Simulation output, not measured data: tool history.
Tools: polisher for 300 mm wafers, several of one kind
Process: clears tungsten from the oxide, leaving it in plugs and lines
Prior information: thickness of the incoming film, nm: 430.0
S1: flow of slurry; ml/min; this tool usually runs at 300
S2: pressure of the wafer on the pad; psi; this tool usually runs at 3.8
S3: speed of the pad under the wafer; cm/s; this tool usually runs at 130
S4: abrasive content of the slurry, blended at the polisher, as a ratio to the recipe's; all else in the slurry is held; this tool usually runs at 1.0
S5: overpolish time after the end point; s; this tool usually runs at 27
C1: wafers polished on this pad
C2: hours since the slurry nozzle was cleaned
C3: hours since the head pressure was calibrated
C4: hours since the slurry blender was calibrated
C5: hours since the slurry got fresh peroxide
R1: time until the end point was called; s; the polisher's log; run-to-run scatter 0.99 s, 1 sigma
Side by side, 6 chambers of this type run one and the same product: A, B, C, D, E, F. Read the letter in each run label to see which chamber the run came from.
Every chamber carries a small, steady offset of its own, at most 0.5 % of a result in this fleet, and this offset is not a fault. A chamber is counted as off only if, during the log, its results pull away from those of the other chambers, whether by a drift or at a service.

run   hour   S1   S2   S3   S4  S5    C1     C2     C3     C4     C5      R1
       2.7  -- chamber D: slurry tank refilled with fresh slurry and peroxide
       3.3  -- chamber D: slurry blender recalibrated
       3.5  -- chamber D: worn pad replaced by a new one
 1B   13.0  300  3.8  130  1.0  27   611   84.2  573.3  126.7  115.1  76.996
      18.4  -- chamber B: head pressure recalibrated
      19.8  -- chamber A: slurry blender recalibrated
      20.5  -- chamber A: slurry tank refilled with fresh slurry and peroxide
      24.8  -- chamber B: slurry tank refilled with fresh slurry and peroxide
 2A   27.2  300  3.8  130  1.0  27   473  108.0  269.7    7.4    6.8  74.988
      34.8  -- chamber F: slurry nozzle cleaned
 3C   37.5  300  3.8  130  1.0  27   546  296.7  117.9  113.9   58.7  73.372
 4D   45.6  300  3.8  130  1.0  27   291   83.8  517.2   42.3   42.9  75.146
      47.8  -- chamber B: worn pad replaced by a new one
 5F   54.4  300  3.8  130  1.0  27   417   19.6  105.6   92.0   63.9  77.151
 6E   66.3  300  3.8  130  1.0  27   690  216.8  116.4  164.5  127.4  76.377
      70.4  -- chamber E: worn pad replaced by a new one
      75.5  -- chamber C: worn pad replaced by a new one
 7B   76.9  300  3.8  130  1.0  27   202  148.1   58.5  190.6   52.2  75.065
      77.8  -- chamber F: slurry tank refilled with fresh slurry and peroxide
 8D   87.0  300  4.4  130  1.0  27   578  125.2  558.6   83.7   84.3  65.645
      95.7  -- chamber E: slurry blender recalibrated
 9A  100.0  300  4.4  130  1.0  27   977  180.8  342.5   80.2   79.6  65.460
10E  109.1  300  4.4  130  1.0  27   268  259.6  159.2   13.4  170.2  65.691
     111.1  -- chamber A: worn pad replaced by a new one
     113.8  -- chamber D: slurry tank refilled with fresh slurry and peroxide
     119.5  -- chamber E: slurry tank refilled with fresh slurry and peroxide
11F  120.0  300  4.4  130  1.0  27   872   85.2  171.2  157.6   42.2  64.337
     127.8  -- chamber A: slurry blender recalibrated
     127.9  -- chamber C: slurry nozzle cleaned
12C  134.3  300  4.4  130  1.0  27   407    6.5  214.7  210.7  155.5  64.723
13A  142.0  300  4.4  130  1.0  27   214  222.8  384.5   14.2  121.6  65.049
     143.3  -- chamber A: slurry tank refilled with fresh slurry and peroxide
     146.3  -- chamber B: slurry tank refilled with fresh slurry and peroxide
     147.9  -- chamber F: worn pad replaced by a new one
     148.8  -- chamber C: slurry tank refilled with fresh slurry and peroxide
14F  154.0  300  3.8  130  1.0  27    42  119.2  205.2  191.6   76.2  75.367
     166.9  -- chamber F: slurry tank refilled with fresh slurry and peroxide
15B  168.0  345  3.8  130  1.0  27   833  239.2  149.6  281.7   21.7  75.107
     173.4  -- chamber F: slurry blender recalibrated
     178.8  -- chamber B: worn pad replaced by a new one
16D  182.1  345  3.8  130  1.0  27  1237  220.3  653.7  178.8   68.3  77.343
     192.1  -- chamber C: worn pad replaced by a new one
17C  196.0  345  3.8  130  1.0  27    27   68.2  276.4  272.4   47.2  75.551
     199.9  -- chamber E: worn pad replaced by a new one
     202.1  -- chamber D: worn pad replaced by a new one
18E  209.7  345  3.8  130  1.0  27    67  360.2  259.8  114.0   90.2  73.729
19F  221.5  345  3.8  130  1.0  27   510  186.7  272.7   48.2   54.7  75.327
     222.9  -- chamber A: slurry blender recalibrated
     223.1  -- chamber D: slurry tank refilled with fresh slurry and peroxide
20B  228.9  345  3.8  130  1.0  27   347  300.1  210.5  342.6   82.6  74.291
21E  238.1  300  3.8  130  1.0  27   264  388.6  288.2  142.4  118.6  76.579
     241.1  -- chamber D: slurry nozzle cleaned
     241.6  -- chamber A: head pressure recalibrated
22C  251.4  300  3.8  130  1.0  27   410  123.6  331.8  327.8  102.6  76.887
     253.9  -- chamber A: slurry tank refilled with fresh slurry and peroxide
     258.3  -- chamber E: head pressure recalibrated
     260.2  -- chamber B: slurry tank refilled with fresh slurry and peroxide
     263.4  -- chamber A: worn pad replaced by a new one
     265.8  -- chamber D: slurry blender recalibrated
23A  265.8  300  3.8  130  1.0  27    17  346.6   24.3   42.9   12.0  74.924
     269.8  -- chamber F: slurry tank refilled with fresh slurry and peroxide
24D  274.2  300  3.8  130  1.0  27   500   33.1  745.8    8.5   51.1  76.329
     279.3  -- chamber C: slurry tank refilled with fresh slurry and peroxide
25D  283.6  300  3.8  130  1.0  27   565   42.5  755.2   17.9   60.5  73.710
     286.9  -- chamber E: slurry blender recalibrated
     287.1  -- chamber E: slurry nozzle cleaned
     290.6  -- chamber B: slurry nozzle cleaned
26F  295.4  300  3.8  130  1.0  21  1022  260.6  346.6  122.1   25.6  74.789
     295.6  -- chamber B: worn pad replaced by a new one
     297.0  -- chamber C: worn pad replaced by a new one
27C  303.7  300  3.8  130  1.0  21    46  175.9  384.1  380.1   24.4  76.161
     304.7  -- chamber E: slurry tank refilled with fresh slurry and peroxide
     309.6  -- chamber F: worn pad replaced by a new one
28E  311.2  300  3.8  130  1.0  21   771   24.1   53.0   24.3    6.5  82.122
     320.4  -- chamber E: worn pad replaced by a new one
29A  320.4  300  3.8  130  1.0  21   395  401.2   78.9   97.5   66.6  75.471
     326.9  -- chamber A: slurry blender recalibrated
     328.3  -- chamber B: slurry blender recalibrated
30B  332.7  300  3.8  130  1.0  21   257   42.2  314.3    4.5   72.5  75.960
     335.2  -- chamber D: slurry tank refilled with fresh slurry and peroxide
31F  340.7  300  3.8  130  1.0  21   215  305.9  391.9  167.4   70.9  74.999
32A  353.0  300  3.8  130  1.0  27   621  433.8  111.5   26.2   99.2  75.120
     356.4  -- chamber F: slurry tank refilled with fresh slurry and peroxide
33E  365.9  300  3.8  130  1.0  27   315   78.8  107.7   79.0   61.2  81.150
34B  375.4  300  3.8  130  1.0  27   553   84.9  357.0   47.2  115.2  75.564
     380.8  -- chamber C: slurry blender recalibrated
35C  389.7  300  3.8  130  1.0  27   642  261.9  470.1    9.0  110.4  77.722
     391.5  -- chamber C: worn pad replaced by a new one
     397.0  -- chamber D: worn pad replaced by a new one
36D  401.8  300  3.8  130  0.7  40    33  160.7  873.4  136.1   66.7  81.925
37C  415.6  300  3.8  130  0.7  40   167  287.8  496.0   34.9  136.3  84.661
38E  427.9  300  3.8  130  0.7  40   744  140.8  169.7  141.0  123.2  90.807
     436.4  -- chamber F: slurry blender recalibrated
     439.8  -- chamber F: slurry tank refilled with fresh slurry and peroxide
39F  440.9  300  3.8  130  0.7  40   909  406.1  492.1    4.6    1.2  82.160
     449.9  -- chamber D: slurry tank refilled with fresh slurry and peroxide
40D  451.0  300  3.8  130  0.7  40   374  209.9  922.6  185.3    1.2  82.139

What goes on in this fleet: one chamber off, a drifting gauge, or nothing beyond the chambers' own small offsets? Name the chamber and the cause, if any.

Chamber E has stood off from the others ever since a service on it.
What lies behind it: head's pressure below its setpoint, % = 7.59.

Which of the 4 candidates below, each the usual settings with something changed and its results left as question marks, puts chamber E back in line with what the other chambers give on the usual settings?
In-line tolerance around the mean of the other chambers on the usual settings: R1 3.500 s
41E-1  461.4  300  4.0  136  1.0  27                       ?
41E-2  461.4  300  4.1  142  1.0  27                       ?
41E-3  461.4  300  3.8  120  1.0  27                       ?
41E-4  461.4  300  3.5  118  1.0  27                       ?

Average result of the remaining chambers running the usual settings: R1 75.996 s
  run      R1
41E-1  74.869
41E-2  69.919
41E-3  89.472
41E-4  98.786
The right change is 41E-1: it brings the chamber back within the allowed miss of the others.
